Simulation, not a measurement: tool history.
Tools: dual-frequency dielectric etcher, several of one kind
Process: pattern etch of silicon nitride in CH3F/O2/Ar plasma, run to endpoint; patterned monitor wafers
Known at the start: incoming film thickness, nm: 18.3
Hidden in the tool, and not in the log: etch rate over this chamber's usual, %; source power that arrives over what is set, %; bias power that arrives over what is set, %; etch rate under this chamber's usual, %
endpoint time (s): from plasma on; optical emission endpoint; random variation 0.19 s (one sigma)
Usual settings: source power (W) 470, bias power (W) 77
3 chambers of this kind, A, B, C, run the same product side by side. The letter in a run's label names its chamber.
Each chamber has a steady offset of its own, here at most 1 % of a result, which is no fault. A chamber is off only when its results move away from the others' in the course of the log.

| run | hour | source power (W) | bias power (W) | hours since the last wet clean | hours since the last source power generator calibration | hours since the last bias power generator calibration | endpoint time (s) |
|---|---|---|---|---|---|---|---|
| 1A | 5.9 | 470 | 77 | 167.2 | 307.3 | 876.5 | 24.536 |
| 2C | 17.4 | 470 | 77 | 199.1 | 2134.9 | 724.9 | 23.955 |
| 3B | 25.8 | 470 | 77 | 340.9 | 3070.5 | 1235.1 | 24.410 |
| 4B | 37.7 | 470 | 77 | 352.8 | 3082.4 | 1247.0 | 24.326 |
| 5A | 47.8 | 420 | 95 | 209.1 | 349.2 | 918.4 | 23.688 |
| 6C | 53.7 | 420 | 95 | 235.4 | 2171.2 | 761.2 | 23.837 |
| 7B | 60.0 | 420 | 95 | 375.1 | 3104.7 | 1269.3 | 23.392 |
| 8A | 72.3 | 470 | 77 | 233.6 | 373.7 | 942.9 | 24.419 |
| 9C | 84.6 | 470 | 77 | 266.3 | 2202.1 | 792.1 | 24.508 |
|  | 89.2 | chamber B: wet clean of the chamber |
| 10B | 95.6 | 520 | 59 | 6.5 | 3140.3 | 1304.9 | 25.214 |
| 11A | 103.8 | 520 | 59 | 265.1 | 405.2 | 974.4 | 25.769 |
| 12C | 116.6 | 520 | 59 | 298.3 | 2234.1 | 824.1 | 25.375 |
| 13A | 123.5 | 470 | 77 | 284.8 | 424.9 | 994.1 | 24.311 |
| 14C | 134.9 | 470 | 77 | 316.6 | 2252.4 | 842.4 | 24.587 |
| 15B | 144.2 | 470 | 77 | 55.1 | 3188.9 | 1353.5 | 24.200 |
| 16C | 153.9 | 470 | 77 | 335.6 | 2271.4 | 861.4 | 24.496 |
| 17B | 164.2 | 470 | 77 | 75.1 | 3208.9 | 1373.5 | 24.339 |
| 18A | 173.0 | 470 | 77 | 334.3 | 474.4 | 1043.6 | 24.341 |
| 19B | 185.2 | 470 | 77 | 96.1 | 3229.9 | 1394.5 | 24.221 |
| 20A | 197.8 | 470 | 77 | 359.1 | 499.2 | 1068.4 | 24.329 |
| 21C | 209.7 | 470 | 77 | 391.4 | 2327.2 | 917.2 | 24.323 |
|  | 211.8 | chamber C: wet clean of the chamber |
| 22A | 221.4 | 470 | 77 | 382.7 | 522.8 | 1092.0 | 24.587 |
| 23C | 232.2 | 470 | 77 | 20.4 | 2349.7 | 939.7 | 24.296 |
| 24B | 242.6 | 470 | 77 | 153.5 | 3287.3 | 1451.9 | 24.040 |
| 25B | 248.8 | 470 | 77 | 159.7 | 3293.5 | 1458.1 | 24.112 |
|  | 249.9 | chamber A: wet clean of the chamber |
| 26A | 255.9 | 470 | 77 | 6.0 | 557.3 | 1126.5 | 24.431 |
|  | 258.5 | chamber C: source power generator calibrated |
| 27C | 263.8 | 470 | 77 | 52.0 | 5.4 | 971.3 | 24.609 |
| 28A | 273.4 | 470 | 77 | 23.5 | 574.8 | 1144.0 | 24.106 |
| 29C | 285.9 | 470 | 77 | 74.1 | 27.5 | 993.4 | 24.499 |
| 30B | 298.6 | 470 | 77 | 209.5 | 3343.3 | 1507.9 | 24.320 |
| 31A | 305.1 | 470 | 77 | 55.2 | 606.5 | 1175.7 | 24.241 |
| 32B | 311.3 | 470 | 77 | 222.2 | 3356.0 | 1520.6 | 24.259 |
| 33C | 322.1 | 470 | 77 | 110.3 | 63.7 | 1029.6 | 24.420 |
| 34A | 328.6 | 470 | 77 | 78.7 | 630.0 | 1199.2 | 24.427 |
| 35B | 335.2 | 470 | 77 | 246.1 | 3379.9 | 1544.5 | 24.229 |
| 36C | 344.0 | 510 | 77 | 132.2 | 85.6 | 1051.5 | 23.571 |
| 37C | 354.5 | 510 | 77 | 142.7 | 96.1 | 1062.0 | 23.749 |
| 38A | 362.0 | 510 | 77 | 112.1 | 663.4 | 1232.6 | 23.652 |
| 39B | 373.0 | 470 | 77 | 283.9 | 3417.7 | 1582.3 | 23.961 |
| 40B | 379.3 | 550 | 90 | 290.2 | 3424.0 | 1588.6 | 21.891 |
| 41C | 390.3 | 550 | 90 | 178.5 | 131.9 | 1097.8 | 22.000 |

What goes on in this fleet: one chamber off, a drifting gauge, or nothing beyond the chambers' own small offsets? Name the chamber and the cause, if any.

No chamber stands off beyond its own small offset, and the gauge holds steady.

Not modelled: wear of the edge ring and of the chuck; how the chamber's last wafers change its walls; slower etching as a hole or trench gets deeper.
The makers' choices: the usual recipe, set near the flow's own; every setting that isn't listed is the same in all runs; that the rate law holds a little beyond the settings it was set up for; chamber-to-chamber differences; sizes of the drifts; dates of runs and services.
